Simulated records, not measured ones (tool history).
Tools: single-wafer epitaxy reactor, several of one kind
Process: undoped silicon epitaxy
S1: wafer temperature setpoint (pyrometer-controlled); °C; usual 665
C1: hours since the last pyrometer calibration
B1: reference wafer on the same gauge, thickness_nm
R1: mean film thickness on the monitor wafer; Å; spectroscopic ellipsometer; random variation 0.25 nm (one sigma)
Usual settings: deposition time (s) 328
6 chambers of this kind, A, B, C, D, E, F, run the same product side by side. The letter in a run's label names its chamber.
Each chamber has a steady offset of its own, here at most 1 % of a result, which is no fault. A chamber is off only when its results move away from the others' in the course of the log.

run 1B hour=10.9 | S1=665 deposition_time_(s)=328 | C1=537.2 | B1=85.395 | R1=762.30
run 2E hour=20.0 | S1=665 deposition_time_(s)=328 | C1=1177.9 | B1=85.352 | R1=764.39
run 3C hour=26.5 | S1=665 deposition_time_(s)=328 | C1=456.7 | B1=85.333 | R1=766.62
run 4F hour=34.8 | S1=665 deposition_time_(s)=328 | C1=615.9 | B1=85.332 | R1=762.07
run 5A hour=41.7 | S1=665 deposition_time_(s)=328 | C1=1803.5 | B1=85.320 | R1=763.74
run 6D hour=50.0 | S1=657 deposition_time_(s)=328 | C1=2428.7 | B1=85.435 | R1=638.02
run 7B hour=58.6 | S1=657 deposition_time_(s)=328 | C1=584.9 | B1=85.366 | R1=637.59
run 8E hour=65.6 | S1=657 deposition_time_(s)=328 | C1=1223.5 | B1=85.385 | R1=646.35
run 9C hour=78.2 | S1=657 deposition_time_(s)=328 | C1=508.4 | B1=85.453 | R1=645.06
run 10D hour=89.5 | S1=657 deposition_time_(s)=328 | C1=2468.2 | B1=85.452 | R1=637.30
run 11F hour=96.1 | S1=657 deposition_time_(s)=328 | C1=677.2 | B1=85.416 | R1=638.79
run 12A hour=106.0 | S1=665 deposition_time_(s)=328 | C1=1867.8 | B1=85.379 | R1=764.73
run 13E hour=112.2 | S1=665 deposition_time_(s)=328 | C1=1270.1 | B1=85.424 | R1=768.16
run 14F hour=123.3 | S1=665 deposition_time_(s)=328 | C1=704.4 | B1=85.379 | R1=760.20
run 15A hour=130.5 | S1=665 deposition_time_(s)=387 | C1=1892.3 | B1=85.422 | R1=904.64
run 16D hour=136.8 | S1=665 deposition_time_(s)=387 | C1=2515.5 | B1=85.337 | R1=896.12
run 17B hour=148.6 | S1=665 deposition_time_(s)=387 | C1=674.9 | B1=85.412 | R1=902.75
run 18C hour=159.7 | S1=665 deposition_time_(s)=387 | C1=589.9 | B1=85.413 | R1=905.19
run 19B hour=168.1 | S1=665 deposition_time_(s)=387 | C1=694.4 | B1=85.318 | R1=904.29
run 20C hour=175.6 | S1=665 deposition_time_(s)=387 | C1=605.8 | B1=85.473 | R1=908.63
run 21F hour=186.4 | S1=659 deposition_time_(s)=328 | C1=767.5 | B1=85.455 | R1=671.15
run 22A hour=199.4 | S1=659 deposition_time_(s)=328 | C1=1961.2 | B1=85.424 | R1=676.96
-- hour=205.8 chamber D: pyrometer calibrated
run 23D hour=207.6 | S1=659 deposition_time_(s)=328 | C1=1.9 | B1=85.363 | R1=664.33
-- hour=212.5 chamber E: pyrometer calibrated
run 24E hour=216.0 | S1=659 deposition_time_(s)=328 | C1=3.5 | B1=85.370 | R1=689.97
run 25D hour=228.3 | S1=659 deposition_time_(s)=328 | C1=22.6 | B1=85.431 | R1=662.51
run 26E hour=237.3 | S1=659 deposition_time_(s)=328 | C1=24.8 | B1=85.467 | R1=683.26
run 27B hour=248.6 | S1=665 deposition_time_(s)=328 | C1=774.9 | B1=85.397 | R1=762.99
run 28F hour=254.7 | S1=665 deposition_time_(s)=295 | C1=835.8 | B1=85.397 | R1=686.70
run 29C hour=261.9 | S1=665 deposition_time_(s)=295 | C1=692.1 | B1=85.370 | R1=688.03
run 30A hour=269.4 | S1=665 deposition_time_(s)=295 | C1=2031.2 | B1=85.447 | R1=693.84
run 31F hour=281.8 | S1=665 deposition_time_(s)=295 | C1=862.9 | B1=85.382 | R1=685.33
run 32B hour=292.9 | S1=665 deposition_time_(s)=295 | C1=819.2 | B1=85.382 | R1=688.73
run 33D hour=303.9 | S1=665 deposition_time_(s)=295 | C1=98.2 | B1=85.449 | R1=682.06
run 34A hour=312.5 | S1=665 deposition_time_(s)=328 | C1=2074.3 | B1=85.410 | R1=768.62
run 35E hour=321.7 | S1=665 deposition_time_(s)=328 | C1=109.2 | B1=85.461 | R1=780.67
run 36C hour=331.3 | S1=665 deposition_time_(s)=303 | C1=761.5 | B1=85.321 | R1=709.64
run 37C hour=337.5 | S1=665 deposition_time_(s)=303 | C1=767.7 | B1=85.410 | R1=710.92

Is one chamber off against the others, does the gauge drift, or is nothing wrong? If a chamber is off, say which, and what the likeliest cause is.

A service left chamber E off against the others.
Cause: wafer temperature above the value expected at the setpoint (K) = 0.938.

Here are 4 candidates for chamber E's next run, each the usual settings with a change, their results left as question marks. Which one brings its results back in line with what the others give on the usual settings?
In line means no further than this from the other chambers' mean on the usual settings: R1 8.70 Å
run 38E-1 hour=346.9 | S1=665 deposition_time_(s)=335 | R1=?
run 38E-2 hour=346.9 | S1=663 deposition_time_(s)=328 | R1=?
run 38E-3 hour=346.9 | S1=664 deposition_time_(s)=326 | R1=?
run 38E-4 hour=346.9 | S1=665 deposition_time_(s)=342 | R1=?

The other chambers' mean on the usual settings: R1 763.27 Å
run=38E-1 R1=798.63
run=38E-2 R1=750.11
run=38E-3 R1=761.20
run=38E-4 R1=815.32
38E-3 brings the chamber back in line.
